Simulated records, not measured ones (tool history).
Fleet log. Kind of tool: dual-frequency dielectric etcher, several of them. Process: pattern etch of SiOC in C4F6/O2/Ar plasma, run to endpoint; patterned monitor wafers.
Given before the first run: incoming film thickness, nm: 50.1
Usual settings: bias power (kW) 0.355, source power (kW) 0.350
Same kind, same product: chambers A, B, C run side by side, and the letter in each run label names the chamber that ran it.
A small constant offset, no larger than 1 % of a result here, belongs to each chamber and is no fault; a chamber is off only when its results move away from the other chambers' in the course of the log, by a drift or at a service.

| run | hour | bias power (kW) | source power (kW) | endpoint time (s) |
|---|---|---|---|---|
| 1A | 6.8 | 0.355 | 0.350 | 20.238 |
| 2B | 16.2 | 0.355 | 0.350 | 19.964 |
| 3C | 26.6 | 0.355 | 0.350 | 20.065 |
| 4B | 37.8 | 0.355 | 0.350 | 20.035 |
| 5C | 49.3 | 0.355 | 0.350 | 20.085 |
| 6A | 61.9 | 0.355 | 0.350 | 20.229 |
| 7A | 74.1 | 0.355 | 0.350 | 20.229 |
| 8B | 81.1 | 0.355 | 0.320 | 20.630 |
| 9C | 90.5 | 0.355 | 0.320 | 20.831 |
| 10A | 101.6 | 0.355 | 0.320 | 20.810 |
| 11B | 109.8 | 0.355 | 0.350 | 20.099 |
| 12C | 122.1 | 0.355 | 0.350 | 20.021 |
|  | 123.9 | chamber B: wet clean of the chamber |
| 13C | 131.6 | 0.397 | 0.380 | 18.758 |
| 14A | 137.4 | 0.397 | 0.380 | 18.829 |
| 15B | 143.9 | 0.397 | 0.380 | 18.698 |
| 16A | 152.9 | 0.355 | 0.350 | 20.114 |
|  | 159.0 | chamber A: wet clean of the chamber |
| 17B | 163.9 | 0.355 | 0.350 | 20.106 |
| 18C | 169.7 | 0.355 | 0.350 | 20.119 |
| 19A | 175.3 | 0.355 | 0.350 | 20.252 |
| 20C | 185.7 | 0.355 | 0.350 | 20.043 |
| 21B | 196.5 | 0.355 | 0.410 | 18.870 |
| 22A | 204.9 | 0.355 | 0.410 | 19.034 |
| 23C | 213.3 | 0.355 | 0.410 | 18.843 |
| 24B | 219.3 | 0.355 | 0.350 | 20.163 |
| 25B | 227.2 | 0.355 | 0.350 | 20.157 |
| 26C | 235.4 | 0.355 | 0.350 | 20.034 |
| 27A | 247.5 | 0.355 | 0.350 | 20.303 |
| 28C | 253.9 | 0.284 | 0.290 | 23.256 |

Is one chamber off against the others, does the gauge drift, or is nothing wrong? If a chamber is off, say which, and what the likeliest cause is.

No chamber is off and the gauge is stable; the differences are just each chamber's small, constant offset.

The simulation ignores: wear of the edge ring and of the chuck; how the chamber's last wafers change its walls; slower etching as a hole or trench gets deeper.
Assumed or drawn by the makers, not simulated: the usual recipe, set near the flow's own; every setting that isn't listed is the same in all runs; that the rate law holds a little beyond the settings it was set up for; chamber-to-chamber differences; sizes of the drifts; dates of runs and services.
